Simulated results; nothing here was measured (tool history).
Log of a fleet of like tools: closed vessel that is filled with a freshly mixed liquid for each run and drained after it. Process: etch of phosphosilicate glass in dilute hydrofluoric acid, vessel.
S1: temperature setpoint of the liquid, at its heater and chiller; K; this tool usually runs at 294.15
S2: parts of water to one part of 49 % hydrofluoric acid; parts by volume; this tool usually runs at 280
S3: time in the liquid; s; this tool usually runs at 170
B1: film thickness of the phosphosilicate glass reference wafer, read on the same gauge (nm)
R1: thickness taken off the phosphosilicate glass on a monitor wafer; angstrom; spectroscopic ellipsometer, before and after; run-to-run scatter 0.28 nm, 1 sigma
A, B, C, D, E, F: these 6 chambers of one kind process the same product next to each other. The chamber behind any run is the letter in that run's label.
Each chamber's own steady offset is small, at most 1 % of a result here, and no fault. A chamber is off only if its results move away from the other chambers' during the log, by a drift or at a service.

Run 1A, hour 6.1: usual settings; B1 50.011. Result: R1 413.27 angstrom.
Run 2C, hour 10.3: usual settings; B1 50.022. Result: R1 408.70 angstrom.
Run 3D, hour 15.3: usual settings; B1 49.997. Result: R1 413.14 angstrom.
Run 4E, hour 18.6: usual settings; B1 49.972. Result: R1 417.46 angstrom.
Run 5F, hour 22.0: usual settings; B1 50.023. Result: R1 411.54 angstrom.
Run 6B, hour 27.2: usual settings; B1 50.029. Result: R1 413.01 angstrom.
Run 7E, hour 34.4: usual settings; B1 49.962. Result: R1 411.22 angstrom.
Run 8B, hour 38.0: usual settings; B1 49.988. Result: R1 413.01 angstrom.
Run 9D, hour 42.6: usual settings; B1 50.031. Result: R1 409.45 angstrom.
Run 10F, hour 47.5: usual settings; B1 49.982. Result: R1 411.05 angstrom.
Run 11C, hour 52.1: usual settings; B1 50.041. Result: R1 416.39 angstrom.
Run 12A, hour 58.6: usual settings; B1 49.995. Result: R1 414.03 angstrom.
Run 13B, hour 62.2: usual settings; B1 49.985. Result: R1 411.40 angstrom.
Run 14C, hour 69.3: usual settings; B1 49.983. Result: R1 416.75 angstrom.
Run 15E, hour 73.5: usual settings; B1 50.038. Result: R1 415.61 angstrom.
Run 16D, hour 80.1: usual settings but S1 296.15 K, S3 260 s; B1 50.012. Result: R1 676.25 angstrom.
Run 17F, hour 86.9: usual settings but S1 296.15 K, S3 260 s; B1 50.008. Result: R1 669.46 angstrom.
Run 18A, hour 93.1: usual settings but S1 296.15 K, S3 260 s; B1 50.003. Result: R1 674.87 angstrom.
Run 19E, hour 98.5: usual settings but S1 296.15 K, S3 260 s; B1 50.008. Result: R1 688.24 angstrom.
Run 20F, hour 105.2: usual settings but S1 296.15 K, S3 260 s; B1 50.023. Result: R1 667.82 angstrom.
Run 21C, hour 110.3: usual settings but S1 296.15 K, S3 260 s; B1 49.997. Result: R1 678.18 angstrom.
Run 22B, hour 116.9: usual settings; B1 50.008. Result: R1 419.68 angstrom.
Run 23A, hour 121.1: usual settings; B1 50.035. Result: R1 417.30 angstrom.
Run 24D, hour 126.1: usual settings but S1 299.15 K; B1 49.985. Result: R1 494.47 angstrom.
Run 25F, hour 130.6: usual settings but S1 299.15 K; B1 49.973. Result: R1 485.60 angstrom.
Run 26D, hour 134.4: usual settings but S1 299.15 K; B1 50.017. Result: R1 496.09 angstrom.
Run 27E, hour 140.2: usual settings but S1 299.15 K; B1 50.002. Result: R1 497.66 angstrom.
Run 28C, hour 145.3: usual settings but S1 299.15 K; B1 50.013. Result: R1 489.80 angstrom.
Run 29A, hour 149.8: usual settings but S1 299.15 K; B1 49.994. Result: R1 494.65 angstrom.
Run 30B, hour 153.1: usual settings; B1 50.003. Result: R1 422.07 angstrom.
Run 31B, hour 159.4: usual settings; B1 49.992. Result: R1 424.35 angstrom.
Run 32D, hour 162.9: usual settings; B1 50.010. Result: R1 412.46 angstrom.
Run 33A, hour 169.3: usual settings; B1 49.986. Result: R1 416.70 angstrom.
Run 34C, hour 174.4: usual settings; B1 49.997. Result: R1 415.70 angstrom.
Run 35F, hour 178.1: usual settings; B1 50.005. Result: R1 412.93 angstrom.
Run 36E, hour 181.6: usual settings; B1 49.991. Result: R1 422.81 angstrom.
Run 37F, hour 188.6: usual settings; B1 49.996. Result: R1 414.56 angstrom.
Run 38D, hour 194.1: usual settings; B1 50.021. Result: R1 412.17 angstrom.

Read the log: is a single chamber off, either drifting away or since a service, is the gauge that measures every chamber drifting, or is nothing wrong beyond small per-chamber offsets? Name any odd chamber and what most likely caused it.

One chamber, B, drifts off from the rest bit by bit.
What lies behind it: hydrofluoric acid flow above the setpoint (%) = 3.1.
From this log alone, it may not be told apart from: liquid hotter than its thermometer reads (K).

Which of the 4 candidates below, each the usual settings with something changed and its results left as question marks, puts chamber B back in line with what the other chambers give on the usual settings?
Counts as in line when no further than this from what the other chambers average on the usual settings: R1 9.90 angstrom
Run 39B-1, hour 199.4: usual settings but S2 290 parts by volume, S3 165 s. Result: R1 ?.
Run 39B-2, hour 199.4: usual settings but S3 175 s. Result: R1 ?.
Run 39B-3, hour 199.4: usual settings but S1 293.15 K. Result: R1 ?.
Run 39B-4, hour 199.4: usual settings but S2 270 parts by volume, S3 175 s. Result: R1 ?.

Mean of the other chambers on the usual settings: R1 413.74 angstrom
  run      R1
39B-1  395.74
39B-2  438.38
39B-3  410.45
39B-4  458.46
The answer is 39B-3, which returns the chamber to within the allowed miss of the others.
